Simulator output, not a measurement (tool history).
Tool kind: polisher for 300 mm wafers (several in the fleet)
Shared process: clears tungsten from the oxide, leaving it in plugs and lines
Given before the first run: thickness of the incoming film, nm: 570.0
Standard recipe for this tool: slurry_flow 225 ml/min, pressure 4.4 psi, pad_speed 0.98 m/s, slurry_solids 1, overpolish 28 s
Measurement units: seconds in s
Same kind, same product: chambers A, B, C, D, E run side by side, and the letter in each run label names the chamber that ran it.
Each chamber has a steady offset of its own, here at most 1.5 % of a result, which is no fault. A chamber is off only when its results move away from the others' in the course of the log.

| run | hour | slurry_flow | pressure | pad_speed | slurry_solids | overpolish | seconds |
|---|---|---|---|---|---|---|---|
|  | 3.4 | chamber A: worn pad replaced by a new one |
| 1D | 8.6 | 225 | 4.4 | 0.98 | 1 | 28 | 103.13 |
| 2C | 19.9 | 225 | 4.4 | 0.98 | 1 | 28 | 98.348 |
|  | 23.1 | chamber D: slurry blender recalibrated |
|  | 24 | chamber D: slurry tank refilled with fresh slurry and peroxide |
| 3B | 30.3 | 225 | 4.4 | 0.98 | 1 | 28 | 100.66 |
|  | 32.8 | chamber E: worn pad replaced by a new one |
|  | 34.9 | chamber B: worn pad replaced by a new one |
| 4A | 39.1 | 225 | 4.4 | 0.98 | 1 | 28 | 100.67 |
|  | 43.6 | chamber D: worn pad replaced by a new one |
|  | 50.5 | chamber C: worn pad replaced by a new one |
| 5E | 51.8 | 225 | 4.4 | 0.98 | 1 | 28 | 102.22 |
|  | 55.2 | chamber E: head pressure recalibrated |
| 6A | 64.2 | 225 | 4.4 | 0.98 | 1 | 28 | 100.92 |
| 7B | 76 | 225 | 4.4 | 0.98 | 1 | 28 | 98.198 |
|  | 76.9 | chamber E: slurry tank refilled with fresh slurry and peroxide |
|  | 84.1 | chamber C: slurry tank refilled with fresh slurry and peroxide |
| 8E | 92 | 225 | 4.4 | 0.98 | 1 | 28 | 101.43 |
|  | 96 | chamber A: slurry tank refilled with fresh slurry and peroxide |
|  | 97.7 | chamber B: slurry blender recalibrated |
| 9C | 101.5 | 225 | 4.4 | 0.98 | 1 | 28 | 98.541 |
|  | 102.5 | chamber E: worn pad replaced by a new one |
|  | 105.7 | chamber D: slurry tank refilled with fresh slurry and peroxide |
| 10D | 109 | 225 | 4.4 | 0.98 | 1 | 28 | 98.834 |
|  | 109.5 | chamber A: head pressure recalibrated |
|  | 116.1 | chamber A: worn pad replaced by a new one |
| 11B | 121.1 | 225 | 4.4 | 0.98 | 1 | 28 | 96.915 |
|  | 130.5 | chamber D: worn pad replaced by a new one |
| 12E | 130.8 | 225 | 4.4 | 0.98 | 1 | 28 | 101.96 |
|  | 135.9 | chamber C: worn pad replaced by a new one |
|  | 138.5 | chamber E: slurry nozzle cleaned |
| 13D | 139.9 | 225 | 4.4 | 0.98 | 1 | 28 | 99.769 |
|  | 144 | chamber B: worn pad replaced by a new one |
| 14A | 151.2 | 225 | 4.4 | 0.98 | 1 | 28 | 98.807 |
|  | 153.1 | chamber A: slurry nozzle cleaned |
|  | 156.8 | chamber B: head pressure recalibrated |
|  | 162.7 | chamber C: slurry tank refilled with fresh slurry and peroxide |
| 15C | 167.7 | 225 | 4.4 | 0.98 | 1 | 28 | 98.851 |
|  | 177.1 | chamber D: slurry tank refilled with fresh slurry and peroxide |
| 16D | 177.8 | 225 | 4.4 | 0.98 | 1 | 28 | 98.956 |
|  | 184 | chamber E: worn pad replaced by a new one |
| 17B | 186.7 | 225 | 4.4 | 0.98 | 1 | 28 | 105.39 |
|  | 195.3 | chamber E: slurry blender recalibrated |
| 18E | 201.1 | 225 | 4.4 | 0.98 | 1 | 28 | 97.754 |
|  | 206.9 | chamber C: worn pad replaced by a new one |
|  | 208 | chamber E: slurry tank refilled with fresh slurry and peroxide |
|  | 208.1 | chamber C: slurry blender recalibrated |
| 19C | 210.2 | 275 | 4.4 | 0.98 | 1 | 37 | 98.408 |
|  | 213.1 | chamber D: head pressure recalibrated |
|  | 223.1 | chamber D: worn pad replaced by a new one |
| 20A | 225.5 | 275 | 4.4 | 0.98 | 1 | 37 | 99.144 |
|  | 230 | chamber A: slurry tank refilled with fresh slurry and peroxide |
|  | 234.7 | chamber A: worn pad replaced by a new one |
| 21C | 239.4 | 275 | 4.4 | 0.98 | 1 | 37 | 99.631 |
|  | 253.7 | chamber C: slurry tank refilled with fresh slurry and peroxide |
|  | 255.2 | chamber E: worn pad replaced by a new one |
| 22D | 255.5 | 275 | 4.4 | 0.98 | 1 | 37 | 98.304 |
|  | 257.1 | chamber A: slurry blender recalibrated |
| 23E | 262.7 | 275 | 4.4 | 0.98 | 1 | 37 | 96.735 |
|  | 264 | chamber D: slurry tank refilled with fresh slurry and peroxide |
|  | 267.8 | chamber B: worn pad replaced by a new one |
| 24B | 273.7 | 225 | 4.4 | 0.98 | 1 | 28 | 105.48 |
|  | 283.5 | chamber D: slurry blender recalibrated |
| 25A | 286.1 | 225 | 4.4 | 0.98 | 1 | 28 | 99.164 |
|  | 298 | chamber C: worn pad replaced by a new one |
| 26C | 302.7 | 225 | 4.4 | 0.98 | 1 | 28 | 100.63 |
|  | 309 | chamber D: worn pad replaced by a new one |
| 27D | 310.5 | 225 | 4.4 | 0.98 | 1 | 28 | 99.493 |
| 28B | 318.5 | 225 | 4.4 | 0.98 | 1 | 28 | 110.62 |
|  | 319.1 | chamber D: slurry nozzle cleaned |
| 29E | 331 | 225 | 4.4 | 0.98 | 1 | 28 | 101.84 |
|  | 333.2 | chamber A: worn pad replaced by a new one |
|  | 339.2 | chamber D: slurry tank refilled with fresh slurry and peroxide |
| 30A | 340.8 | 225 | 4.4 | 0.98 | 1 | 28 | 97.05 |
|  | 347.1 | chamber C: head pressure recalibrated |
|  | 347.1 | chamber C: slurry tank refilled with fresh slurry and peroxide |
|  | 347.5 | chamber E: worn pad replaced by a new one |
|  | 351.1 | chamber B: slurry nozzle cleaned |
|  | 351.2 | chamber A: slurry nozzle cleaned |
|  | 355.1 | chamber E: slurry tank refilled with fresh slurry and peroxide |
| 31B | 355.3 | 225 | 4.4 | 0.98 | 1 | 28 | 114.85 |
| 32A | 364.2 | 225 | 4.4 | 0.98 | 1 | 28 | 99.088 |
|  | 369.9 | chamber C: worn pad replaced by a new one |
| 33E | 380.4 | 225 | 4.4 | 0.98 | 1 | 28 | 99.952 |
| 34C | 396.2 | 225 | 4.4 | 0.98 | 0.75 | 42 | 106.8 |
|  | 400.9 | chamber D: worn pad replaced by a new one |
| 35D | 408.3 | 225 | 4.4 | 0.98 | 0.75 | 42 | 104.89 |

Is one chamber off against the others, does the gauge drift, or is nothing wrong? If a chamber is off, say which, and what the likeliest cause is.

One chamber, B, drifts off from the rest bit by bit.
Most likely cause: peroxide lost from the slurry, % = 34.1.

Here are 4 candidates for chamber B's next run, each the usual settings with a change, their results left as question marks. Which one brings its results back in line with what the others give on the usual settings?
Allowed miss from the other chambers' usual-settings mean, per result, to count as in line: seconds 5.6 s
| 36B-1 | 420.3 | 225 | 4.4 | 0.74 | 0.95 | 28 | ? |
| 36B-2 | 420.3 | 225 | 5.1 | 1.12 | 1.05 | 28 | ? |
| 36B-3 | 420.3 | 230 | 5.1 | 0.98 | 1.05 | 28 | ? |
| 36B-4 | 420.3 | 225 | 3.8 | 0.98 | 1 | 28 | ? |

The mean the other chambers reach with the usual settings: seconds 100.18 s
| run | seconds |
|---|---|
| 36B-1 | 158.66 |
| 36B-2 | 88.807 |
| 36B-3 | 101.05 |
| 36B-4 | 137.95 |
It is 36B-3 that realigns the chamber with its peers.
